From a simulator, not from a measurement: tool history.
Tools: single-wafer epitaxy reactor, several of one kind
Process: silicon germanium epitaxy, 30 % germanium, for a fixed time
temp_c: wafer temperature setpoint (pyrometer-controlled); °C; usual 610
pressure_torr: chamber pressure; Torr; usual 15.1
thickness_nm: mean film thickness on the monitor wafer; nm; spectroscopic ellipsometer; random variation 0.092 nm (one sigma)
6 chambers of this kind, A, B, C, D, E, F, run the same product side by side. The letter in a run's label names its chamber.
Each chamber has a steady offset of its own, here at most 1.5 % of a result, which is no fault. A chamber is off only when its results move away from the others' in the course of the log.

run   hour  temp_c  pressure_torr  hours since the last pyrometer calibration  hours since the last manometer calibration  read-back reference wafer on the same gauge, thickness_nm  thickness_nm
 1C    4.6     610           15.1                                      1460.5                                      1438.4                                                     59.102        62.563
 2E    7.6     610           15.1                                      2047.9                                        1246                                                     59.082        63.369
 3B   12.7     610           15.1                                        77.4                                       577.2                                                     59.068        63.847
 4D   16.2     610           15.1                                       910.3                                      1307.6                                                      59.07        62.591
 5A   21.3     610           15.1                                       860.3                                       712.8                                                      59.04        62.729
 6F   25.5     598           15.1                                      1383.6                                      2246.4                                                      59.06        50.989
 7C   30.5     598           15.1                                      1486.4                                      1464.3                                                      59.04        50.195
 8F   34.6     598           15.1                                      1392.7                                      2255.5                                                     59.016        50.911
 9E   39.5     598           15.1                                      2079.8                                      1277.9                                                     59.027        50.816
10A   43.8     598           15.1                                       882.8                                       735.3                                                     59.017        50.505
11B   48.7     598           15.1                                       113.4                                       613.2                                                     59.008        51.611
12D   53.4     610           15.1                                       947.5                                      1344.8                                                     58.992        62.399
13E   58.3     610           15.1                                      2098.6                                      1296.7                                                     58.991        63.156
14A   63.6     610           15.1                                       902.6                                       755.1                                                     58.978        62.918
15C   68.8     610           15.1                                      1524.7                                      1502.6                                                     58.957        62.415
16F   74.4     610           15.1                                      1432.5                                      2295.3                                                     58.948        62.957
17B   78.9     615             12                                       143.6                                       643.4                                                     58.936        63.388
18D   82.1     615             12                                       976.2                                      1373.5                                                     58.921        62.291
19A   87.6     615             12                                       926.6                                       779.1                                                     58.956        62.619
20D   91.3     615             12                                       985.4                                      1382.7                                                     58.939        62.242
21E   95.8     615             12                                      2136.1                                      1334.2                                                     58.897        63.102
22F  100.7     615             12                                      1458.8                                      2321.6                                                     58.938        62.748
23B  106.3     610           15.1                                         171                                       670.8                                                     58.883         63.45
     108.7  -- chamber D: capacitance manometer re-zeroed and calibrated
24C  111.7     610           15.1                                      1567.6                                      1545.5                                                      58.88        62.314
25C  115.8     610           15.1                                      1571.7                                      1549.6                                                      58.87        62.293
26B  118.9     610           15.1                                       183.6                                       683.4                                                     58.868         63.51
27F  121.8     610           15.1                                      1479.9                                      2342.7                                                     58.879        62.874
28A  125.9     610           12.7                                       964.9                                       817.4                                                      58.86          58.6
29D  131.2     610           12.7                                      1025.3                                        22.6                                                     58.839        58.217
30E    136     610           12.7                                      2176.3                                      1374.4                                                     58.837        58.825
31D  138.7     610           12.7                                      1032.8                                        30.1                                                     58.831        58.191
32C  144.2     610           12.7                                      1600.1                                        1578                                                     58.837        58.185
     148.4  -- chamber C: capacitance manometer re-zeroed and calibrated
33A  148.5     610           12.7                                       987.5                                         840                                                     58.817        58.289
34E  153.8     610           15.1                                      2194.1                                      1392.2                                                     58.795        63.068
35F  159.4     610           15.1                                      1517.5                                      2380.3                                                     58.796        62.752
36B  162.8     610           15.1                                       227.5                                       727.3                                                     58.761        63.455
37D  165.9     610           15.1                                        1060                                        57.3                                                     58.773        62.404
38E  168.5     610           15.1                                      2208.8                                      1406.9                                                     58.768         63.12
39C  173.4     610           15.1                                      1629.3                                        25.1                                                     58.762        62.343
40B  178.5     610           15.1                                       243.2                                         743                                                     58.766        63.463

What goes on in this fleet: one chamber off, a drifting gauge, or nothing beyond the chambers' own small offsets? Name the chamber and the cause, if any.

The gauge drifts, so all chambers seem to drift together. No chamber is off.
Cause: gauge reads low (%) = 0.597.

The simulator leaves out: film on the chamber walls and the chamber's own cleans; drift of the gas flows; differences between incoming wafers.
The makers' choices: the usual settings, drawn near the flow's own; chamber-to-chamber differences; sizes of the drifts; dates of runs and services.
